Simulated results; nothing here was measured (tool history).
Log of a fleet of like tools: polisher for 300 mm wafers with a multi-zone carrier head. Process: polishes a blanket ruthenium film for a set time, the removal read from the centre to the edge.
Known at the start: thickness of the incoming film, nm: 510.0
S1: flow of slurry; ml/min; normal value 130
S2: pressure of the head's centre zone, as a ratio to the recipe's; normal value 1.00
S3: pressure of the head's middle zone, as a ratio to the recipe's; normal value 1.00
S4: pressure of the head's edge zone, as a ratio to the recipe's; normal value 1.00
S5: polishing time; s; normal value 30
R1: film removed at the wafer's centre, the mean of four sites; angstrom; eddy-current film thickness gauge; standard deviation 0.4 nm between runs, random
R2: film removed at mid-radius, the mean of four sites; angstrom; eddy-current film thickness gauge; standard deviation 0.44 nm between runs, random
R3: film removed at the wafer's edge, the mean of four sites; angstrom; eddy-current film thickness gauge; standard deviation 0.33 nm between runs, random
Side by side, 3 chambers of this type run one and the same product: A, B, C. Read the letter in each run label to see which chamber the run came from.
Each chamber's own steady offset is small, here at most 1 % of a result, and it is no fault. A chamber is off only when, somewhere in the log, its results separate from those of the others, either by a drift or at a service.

run	hour	S1	S2	S3	S4	S5	R1	R2	R3
# hour 3.4: chamber B: worn pad replaced by a new one
1C	11.1	130	1.00	1.00	1.00	30	344.25	348.22	338.52
2B	21.3	130	1.00	1.00	1.00	30	345.13	336.98	338.12
3A	28.8	130	1.00	1.00	1.00	30	337.55	343.85	335.45
# hour 32.3: chamber B: edge zone pressure recalibrated
# hour 35.9: chamber C: edge zone pressure recalibrated
# hour 37.5: chamber A: worn pad replaced by a new one
4B	40.5	130	1.00	1.00	1.00	30	334.95	341.47	334.19
# hour 49.0: chamber B: slurry nozzle cleaned
5A	49.0	130	1.00	1.00	1.00	30	334.11	341.99	339.94
# hour 52.6: chamber C: worn pad replaced by a new one
6C	57.3	130	1.00	1.00	1.00	30	341.31	347.46	335.92
7A	73.9	130	1.00	1.00	1.00	30	329.28	339.21	338.49
8B	83.0	130	1.00	1.00	1.00	30	336.77	339.04	339.36
9C	98.4	130	1.00	1.00	1.00	30	341.94	337.12	337.61
10C	109.5	130	1.00	1.00	1.00	30	341.07	342.14	337.54
# hour 117.1: chamber B: worn pad replaced by a new one
# hour 119.9: chamber A: worn pad replaced by a new one
11B	124.1	130	0.92	1.04	1.00	30	310.13	346.74	337.51
12A	132.5	130	0.92	1.04	1.00	30	311.04	344.38	333.38
13A	140.2	130	0.92	1.04	1.00	30	312.95	352.00	340.47
# hour 142.8: chamber C: worn pad replaced by a new one
14B	152.0	130	1.00	0.93	1.00	30	334.04	320.17	340.24
15C	167.8	130	1.00	0.93	1.00	30	330.38	317.40	341.96
16C	179.0	130	1.00	0.93	1.00	30	345.60	313.87	329.92
17B	187.6	130	1.00	1.00	1.00	30	339.32	338.54	340.87
18A	195.4	130	1.00	1.00	1.00	30	332.67	337.10	338.57
19B	209.9	130	1.00	1.00	1.00	30	331.54	332.93	334.21
# hour 220.5: chamber B: worn pad replaced by a new one
# hour 221.7: chamber A: worn pad replaced by a new one
20C	225.1	160	1.00	1.00	0.95	30	346.79	358.22	330.14
# hour 235.5: chamber C: worn pad replaced by a new one
21A	241.5	160	1.00	1.00	0.95	30	346.38	345.36	338.82
22A	256.0	160	1.00	1.00	0.95	30	348.67	349.13	344.08
23B	266.6	130	1.00	1.00	1.00	30	335.73	335.88	333.19
24C	280.2	130	1.00	1.00	1.00	30	324.35	323.62	329.44
# hour 285.2: chamber A: slurry nozzle cleaned
25A	291.0	130	1.00	1.00	1.00	30	334.57	335.62	333.50
26C	303.9	130	1.00	1.00	1.00	30	327.36	327.95	328.28
# hour 306.7: chamber A: worn pad replaced by a new one
27B	320.1	130	1.00	1.00	1.00	30	338.20	337.42	337.31
# hour 326.2: chamber C: worn pad replaced by a new one
28C	333.4	130	1.00	1.00	1.00	30	320.39	320.73	330.95
# hour 339.9: chamber B: worn pad replaced by a new one
29B	347.2	130	1.00	1.00	1.00	30	333.32	327.71	336.29
30A	356.6	130	1.00	1.00	1.00	30	332.02	337.40	340.09
31C	371.6	130	1.00	1.00	1.00	30	318.44	319.54	325.03
32A	384.4	130	1.00	1.00	1.00	30	344.13	340.06	336.48
# hour 391.0: chamber A: worn pad replaced by a new one
33B	395.1	130	1.00	1.00	1.00	30	339.72	339.47	344.24
34A	405.5	115	1.00	1.00	1.00	26	284.98	288.68	288.77
35C	415.6	115	1.00	1.00	1.00	26	258.03	267.48	271.73
# hour 419.4: chamber C: worn pad replaced by a new one
36B	427.3	115	1.00	1.00	1.00	26	281.61	282.56	288.22
# hour 434.1: chamber B: worn pad replaced by a new one
37B	438.5	130	1.00	1.00	1.00	30	334.64	339.36	334.95
38A	450.5	130	1.00	1.06	0.88	30	331.42	359.19	317.89
39C	462.5	130	1.00	1.06	0.88	30	303.95	328.87	300.56
40A	470.4	130	1.00	1.06	0.88	30	340.13	355.50	317.79

Decide between three cases: one chamber stands off from its peers, the gauge reading all wafers drifts, or nothing is wrong past each chamber's small offset. Where a chamber is off, say which and what most likely put it there.

It is chamber C that slowly wanders off from its peers.
Cause: slurry flow missing at the pad, % = 32.7.

Below are 4 candidate recipes for chamber C's next run, each the usual settings with a change, their results shown as question marks. Which of them brings C's results back in line with what the other chambers give on the usual settings?
To be in line, a result may differ from the other chambers' mean on the usual settings by at most: R1 14.00 angstrom; R2 15.00 angstrom; R3 12.00 angstrom
41C-1	482.3	145	1.05	1.02	0.97	35	?	?	?
41C-2	482.3	135	1.03	1.01	0.99	32	?	?	?
41C-3	482.3	125	0.97	0.99	1.01	28	?	?	?
41C-4	482.3	115	0.94	0.98	1.03	26	?	?	?

The other chambers' mean on the usual settings: R1 337.28 angstrom; R2 338.30 angstrom; R3 337.58 angstrom
run	R1	R2	R3
41C-1	382.80	381.00	369.62
41C-2	334.71	338.15	336.94
41C-3	266.99	283.73	293.40
41C-4	231.98	253.91	270.44
41C-2 brings the chamber back in line.
